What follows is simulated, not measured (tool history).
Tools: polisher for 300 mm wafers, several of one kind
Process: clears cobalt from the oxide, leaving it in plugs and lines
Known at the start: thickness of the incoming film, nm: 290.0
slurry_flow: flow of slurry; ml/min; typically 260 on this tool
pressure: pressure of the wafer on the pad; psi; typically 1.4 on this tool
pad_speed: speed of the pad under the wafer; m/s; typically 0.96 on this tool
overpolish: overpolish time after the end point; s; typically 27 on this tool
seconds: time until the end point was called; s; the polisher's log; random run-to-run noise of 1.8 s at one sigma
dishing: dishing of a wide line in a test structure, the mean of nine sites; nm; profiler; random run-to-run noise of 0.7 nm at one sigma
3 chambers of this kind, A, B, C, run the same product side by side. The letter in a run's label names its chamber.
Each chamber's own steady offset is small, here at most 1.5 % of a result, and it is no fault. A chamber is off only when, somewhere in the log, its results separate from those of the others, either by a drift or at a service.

run	hour	slurry_flow	pressure	pad_speed	overpolish	seconds	dishing
1C	2	260	1.4	0.96	27	103.35	41.229
2A	6.4	260	1.4	0.96	27	105.7	40.869
3B	10.9	260	1.4	0.96	27	105.36	39.911
4C	15.3	260	1.4	0.96	27	105.21	39.516
5B	17.7	260	1.4	0.72	35	136.27	41.184
6A	21.1	260	1.4	0.72	35	138.4	38.705
7A	24.6	260	1.4	0.72	35	142.44	40.018
8B	28.9	260	1.4	1.22	40	82.013	50.018
9C	30.9	260	1.4	1.22	40	82.761	50.431
10A	34.4	260	1.4	1.22	40	80.491	49.774
11C	36.6	260	1.4	0.96	27	107.8	40.485
# hour 37.1: chamber C: worn pad replaced by a new one
12B	39.2	260	1.4	0.96	27	104.73	39.883
13B	42.6	260	1.7	0.96	41	85.695	48.884
14C	46.1	260	1.7	0.96	41	88.576	50.056
15A	49.9	260	1.7	0.96	41	86.42	48.898
16A	54.6	260	1.4	0.96	27	105.59	40.893
17B	57.8	260	1.4	0.96	27	104.82	39.943
# hour 59.9: chamber B: worn pad replaced by a new one
18C	61.8	260	1.4	0.96	27	101.41	40.677
19A	66.1	260	1.4	0.96	27	101.83	40.105
20C	68.9	260	1.4	0.96	27	106.9	40.351
21B	72.8	260	1.4	0.96	33	106.93	45.098
22B	77.1	260	1.4	0.96	33	106.85	42.637
23A	80.4	260	1.4	0.96	33	105.36	45.906
24C	84.6	260	1.4	0.96	27	105.44	39.621
25C	88.1	260	1.4	0.96	27	106.97	40.064

All 3 chambers run these settings next. Forecast each chamber's results:
26A	91.4	260	1.4	0.96	27	?	?
26B	91.4	260	1.4	0.96	27	?	?
26C	91.4	260	1.4	0.96	27	?	?

run	seconds	dishing
26A	101.67	40.439
26B	106.87	40.745
26C	103.11	40.124
